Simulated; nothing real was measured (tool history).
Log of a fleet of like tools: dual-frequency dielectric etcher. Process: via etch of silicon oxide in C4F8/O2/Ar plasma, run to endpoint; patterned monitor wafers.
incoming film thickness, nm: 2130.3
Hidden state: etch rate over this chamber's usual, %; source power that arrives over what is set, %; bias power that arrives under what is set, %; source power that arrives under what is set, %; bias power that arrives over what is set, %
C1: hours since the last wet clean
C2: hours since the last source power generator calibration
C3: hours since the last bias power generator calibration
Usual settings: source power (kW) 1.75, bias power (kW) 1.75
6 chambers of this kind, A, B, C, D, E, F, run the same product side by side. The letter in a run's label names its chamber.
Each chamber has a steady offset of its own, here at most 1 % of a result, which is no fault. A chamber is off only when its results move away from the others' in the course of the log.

At hour 13: chamber E: wet clean of the chamber.
Run 1C, hour 14.6: usual settings; C1 282; C2 2914.2; C3 1764.4. Result: endpoint time (s) 455.17.
Run 2F, hour 24.6: usual settings; C1 262.1; C2 1135.7; C3 226.6. Result: endpoint time (s) 460.84.
Run 3B, hour 32.2: usual settings; C1 394.4; C2 1229.2; C3 1229.5. Result: endpoint time (s) 461.65.
Run 4E, hour 42.8: usual settings; C1 29.8; C2 3187.9; C3 599.2. Result: endpoint time (s) 456.92.
Run 5A, hour 52: usual settings; C1 496.4; C2 1677.1; C3 839.8. Result: endpoint time (s) 455.52.
Run 6D, hour 59.1: usual settings; C1 230.7; C2 2546.3; C3 2311.8. Result: endpoint time (s) 460.65.
At hour 62.4: chamber B: wet clean of the chamber.
Run 7C, hour 69.7: usual settings; C1 337.1; C2 2969.3; C3 1819.5. Result: endpoint time (s) 457.4.
At hour 75.8: chamber C: source power generator calibrated.
Run 8B, hour 85.6: usual settings; C1 23.3; C2 1282.6; C3 1282.9. Result: endpoint time (s) 456.74.
Run 9F, hour 98.2: usual settings; C1 335.7; C2 1209.3; C3 300.2. Result: endpoint time (s) 464.28.
Run 10A, hour 107.5: usual settings; C1 551.9; C2 1732.6; C3 895.3. Result: endpoint time (s) 461.58.
Run 11D, hour 120.3: usual settings; C1 291.9; C2 2607.5; C3 2373. Result: endpoint time (s) 454.76.
Run 12E, hour 134.7: usual settings; C1 121.7; C2 3279.8; C3 691.1. Result: endpoint time (s) 457.67.
At hour 142.3: chamber F: wet clean of the chamber.
Run 13F, hour 146.6: usual settings; C1 4.4; C2 1257.7; C3 348.6. Result: endpoint time (s) 465.66.
Run 14D, hour 158.9: usual settings; C1 330.5; C2 2646.1; C3 2411.6. Result: endpoint time (s) 456.02.
Run 15B, hour 170.4: usual settings; C1 108.1; C2 1367.4; C3 1367.7. Result: endpoint time (s) 454.94.
At hour 171.2: chamber A: wet clean of the chamber.
Run 16E, hour 181.6: usual settings; C1 168.6; C2 3326.7; C3 738. Result: endpoint time (s) 459.51.
Run 17C, hour 191.1: usual settings; C1 458.5; C2 115.4; C3 1940.9. Result: endpoint time (s) 458.19.
Run 18A, hour 202.4: usual settings; C1 31.3; C2 1827.5; C3 990.2. Result: endpoint time (s) 460.17.
At hour 204.1: chamber C: wet clean of the chamber.
Run 19C, hour 214.6: usual settings; C1 10.6; C2 138.9; C3 1964.4. Result: endpoint time (s) 462.17.
Run 20A, hour 222.3: usual settings; C1 51.2; C2 1847.4; C3 1010.1. Result: endpoint time (s) 458.32.
Run 21B, hour 231.5: usual settings; C1 169.2; C2 1428.5; C3 1428.8. Result: endpoint time (s) 460.15.
Run 22E, hour 247.2: usual settings; C1 234.2; C2 3392.3; C3 803.6. Result: endpoint time (s) 457.82.
Run 23D, hour 256.5: usual settings; C1 428.1; C2 2743.7; C3 2509.2. Result: endpoint time (s) 462.55.
Run 24F, hour 272.4: usual settings but bias power (kW) 1.903; C1 130.2; C2 1383.5; C3 474.4. Result: endpoint time (s) 451.8.
Run 25F, hour 286.1: usual settings but bias power (kW) 1.903; C1 143.9; C2 1397.2; C3 488.1. Result: endpoint time (s) 448.47.
Run 26A, hour 293.7: usual settings but bias power (kW) 1.903; C1 122.6; C2 1918.8; C3 1081.5. Result: endpoint time (s) 458.2.
At hour 299.5: chamber D: wet clean of the chamber.
Run 27B, hour 305.1: usual settings but bias power (kW) 1.903; C1 242.8; C2 1502.1; C3 1502.4. Result: endpoint time (s) 450.8.
Run 28C, hour 319.8: usual settings but bias power (kW) 1.903; C1 115.8; C2 244.1; C3 2069.6. Result: endpoint time (s) 445.95.
Run 29D, hour 334.3: usual settings but bias power (kW) 1.903; C1 34.9; C2 2821.5; C3 2587. Result: endpoint time (s) 452.05.
Run 30E, hour 346.5: usual settings; C1 333.5; C2 3491.6; C3 902.9. Result: endpoint time (s) 453.82.
Run 31B, hour 359.2: usual settings; C1 296.9; C2 1556.2; C3 1556.5. Result: endpoint time (s) 464.29.
Run 32C, hour 370.3: usual settings but source power (kW) 2; C1 166.3; C2 294.6; C3 2120.1. Result: endpoint time (s) 430.72.
At hour 377.8: chamber E: wet clean of the chamber.
Run 33E, hour 382.2: usual settings but source power (kW) 2; C1 4.4; C2 3527.3; C3 938.6. Result: endpoint time (s) 441.48.
Run 34F, hour 393.8: usual settings but source power (kW) 2; C1 251.6; C2 1504.9; C3 595.8. Result: endpoint time (s) 435.29.
Run 35A, hour 406.3: usual settings but source power (kW) 2; C1 235.2; C2 2031.4; C3 1194.1. Result: endpoint time (s) 440.75.
Run 36D, hour 420.3: usual settings but source power (kW) 2; C1 120.9; C2 2907.5; C3 2673. Result: endpoint time (s) 429.59.
Run 37E, hour 434.6: usual settings but source power (kW) 2; C1 56.8; C2 3579.7; C3 991. Result: endpoint time (s) 438.28.
Run 38A, hour 443.8: usual settings; C1 272.7; C2 2068.9; C3 1231.6. Result: endpoint time (s) 468.2.
Run 39F, hour 457.4: usual settings; C1 315.2; C2 1568.5; C3 659.4. Result: endpoint time (s) 459.1.
Run 40B, hour 470.8: usual settings; C1 408.5; C2 1667.8; C3 1668.1. Result: endpoint time (s) 451.83.
Run 41C, hour 482.1: usual settings; C1 278.1; C2 406.4; C3 2231.9. Result: endpoint time (s) 462.84.
Run 42D, hour 492.7: usual settings; C1 193.3; C2 2979.9; C3 2745.4. Result: endpoint time (s) 461.48.
Run 43A, hour 505.6: usual settings; C1 334.5; C2 2130.7; C3 1293.4. Result: endpoint time (s) 459.51.

Next, every chamber runs the same settings. What will each give?
Run 44A, hour 517.3: usual settings. Result: endpoint time (s) ?.
Run 44B, hour 517.3: usual settings. Result: endpoint time (s) ?.
Run 44C, hour 517.3: usual settings. Result: endpoint time (s) ?.
Run 44D, hour 517.3: usual settings. Result: endpoint time (s) ?.
Run 44E, hour 517.3: usual settings. Result: endpoint time (s) ?.
Run 44F, hour 517.3: usual settings. Result: endpoint time (s) ?.

run  endpoint time (s)
44A             463.94
44B             462.71
44C             455.51
44D             468.42
44E             457.77
44F             467.15
